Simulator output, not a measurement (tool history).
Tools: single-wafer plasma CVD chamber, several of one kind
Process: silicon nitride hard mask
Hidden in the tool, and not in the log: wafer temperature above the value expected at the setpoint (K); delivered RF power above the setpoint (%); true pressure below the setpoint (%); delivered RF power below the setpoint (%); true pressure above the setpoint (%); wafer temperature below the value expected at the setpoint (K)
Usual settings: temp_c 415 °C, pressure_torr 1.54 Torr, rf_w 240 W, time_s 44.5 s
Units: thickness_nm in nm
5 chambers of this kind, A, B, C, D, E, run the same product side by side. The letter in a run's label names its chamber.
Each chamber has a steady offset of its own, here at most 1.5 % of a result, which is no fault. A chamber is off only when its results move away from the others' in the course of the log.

run	hour	temp_c	pressure_torr	rf_w	time_s	hours since the last thermocouple change	hours since the last RF generator calibration	hours since the last manometer calibration	read-back reference wafer on the same gauge, thickness_nm	thickness_nm
1A	9.7	415	1.54	240	44.5	474.9	483.5	1846.7	38.597	42.593
2D	14.5	415	1.54	240	44.5	1066.4	590.0	697.1	38.615	43.002
3E	23.0	415	1.54	240	44.5	987.0	815.2	561.1	38.584	43.002
# hour 23.2: chamber E: RF generator calibrated
4B	30.0	415	1.54	240	44.5	1671.1	702.6	93.1	38.580	43.092
5C	38.4	415	1.54	280	50.1	2280.8	551.1	1150.5	38.573	54.060
6A	44.8	415	1.54	280	50.1	510.0	518.6	1881.8	38.586	53.580
7E	51.3	415	1.54	280	50.1	1015.3	28.2	589.4	38.563	53.574
8B	57.5	415	1.54	280	50.1	1698.6	730.1	120.6	38.557	54.094
9C	62.2	415	1.54	280	50.1	2304.6	574.9	1174.3	38.544	54.103
10D	68.4	415	1.54	240	44.5	1120.3	643.9	751.0	38.548	42.967
11C	77.4	415	1.54	240	44.5	2319.8	590.1	1189.5	38.532	43.008
12E	86.8	415	1.54	240	44.5	1050.8	63.7	624.9	38.534	42.657
13D	95.2	415	1.54	240	44.5	1147.1	670.7	777.8	38.523	42.883
14A	100.2	415	1.54	240	44.5	565.4	574.0	1937.2	38.523	42.570
# hour 104.3: chamber A: capacitance manometer re-zeroed and calibrated
15B	106.2	415	1.54	240	44.5	1747.3	778.8	169.3	38.513	43.069
16D	112.2	415	1.54	240	44.5	1164.1	687.7	794.8	38.524	42.994
17C	118.5	415	1.54	240	44.5	2360.9	631.2	1230.6	38.500	43.117
18B	127.6	415	1.54	240	44.5	1768.7	800.2	190.7	38.510	43.007
19E	134.3	415	1.54	240	44.5	1098.3	111.2	672.4	38.501	42.729
20A	139.2	415	1.54	240	44.5	604.4	613.0	34.9	38.489	42.551
21C	149.7	425	1.19	240	44.5	2392.1	662.4	1261.8	38.473	39.625
22A	157.5	425	1.19	240	44.5	622.7	631.3	53.2	38.473	39.129
23D	163.0	425	1.19	240	44.5	1214.9	738.5	845.6	38.461	39.449
24E	168.3	425	1.19	240	44.5	1132.3	145.2	706.4	38.457	39.263
25B	179.0	425	1.19	240	44.5	1820.1	851.6	242.1	38.447	39.514
26E	183.7	415	1.54	240	44.5	1147.7	160.6	721.8	38.434	42.771
27D	189.3	415	1.54	240	44.5	1241.2	764.8	871.9	38.444	42.872
28C	196.1	415	1.54	240	44.5	2438.5	708.8	1308.2	38.427	42.948
29A	206.1	415	1.54	240	44.5	671.3	679.9	101.8	38.415	42.436
30B	216.8	415	1.34	240	41.1	1857.9	889.4	279.9	38.417	37.929
31A	224.0	415	1.34	240	41.1	689.2	697.8	119.7	38.412	37.623
32C	232.7	415	1.34	240	41.1	2475.1	745.4	1344.8	38.409	38.074
33D	240.0	415	1.34	240	41.1	1291.9	815.5	922.6	38.415	37.915
34E	250.4	415	1.34	240	41.1	1214.4	227.3	788.5	38.392	37.813
35B	257.1	415	1.54	200	44.5	1898.2	929.7	320.2	38.374	37.381
36C	264.7	415	1.54	200	44.5	2507.1	777.4	1376.8	38.376	37.537
37E	274.9	415	1.54	200	44.5	1238.9	251.8	813.0	38.373	37.305
38D	284.6	415	1.54	200	44.5	1336.5	860.1	967.2	38.364	37.397
39A	292.0	415	1.54	200	44.5	757.2	765.8	187.7	38.350	36.896
40B	300.8	415	1.54	240	44.5	1941.9	973.4	363.9	38.356	42.758
41B	306.5	415	1.54	240	44.5	1947.6	979.1	369.6	38.346	42.880
42E	312.0	415	1.54	240	44.5	1276.0	288.9	850.1	38.330	42.486

Next, every chamber runs the same settings. What will each give?
43A	319.7	406	1.54	240	44.5					?
43B	319.7	406	1.54	240	44.5					?
43C	319.7	406	1.54	240	44.5					?
43D	319.7	406	1.54	240	44.5					?
43E	319.7	406	1.54	240	44.5					?

run	thickness_nm
43A	42.443
43B	42.867
43C	43.087
43D	43.015
43E	42.760
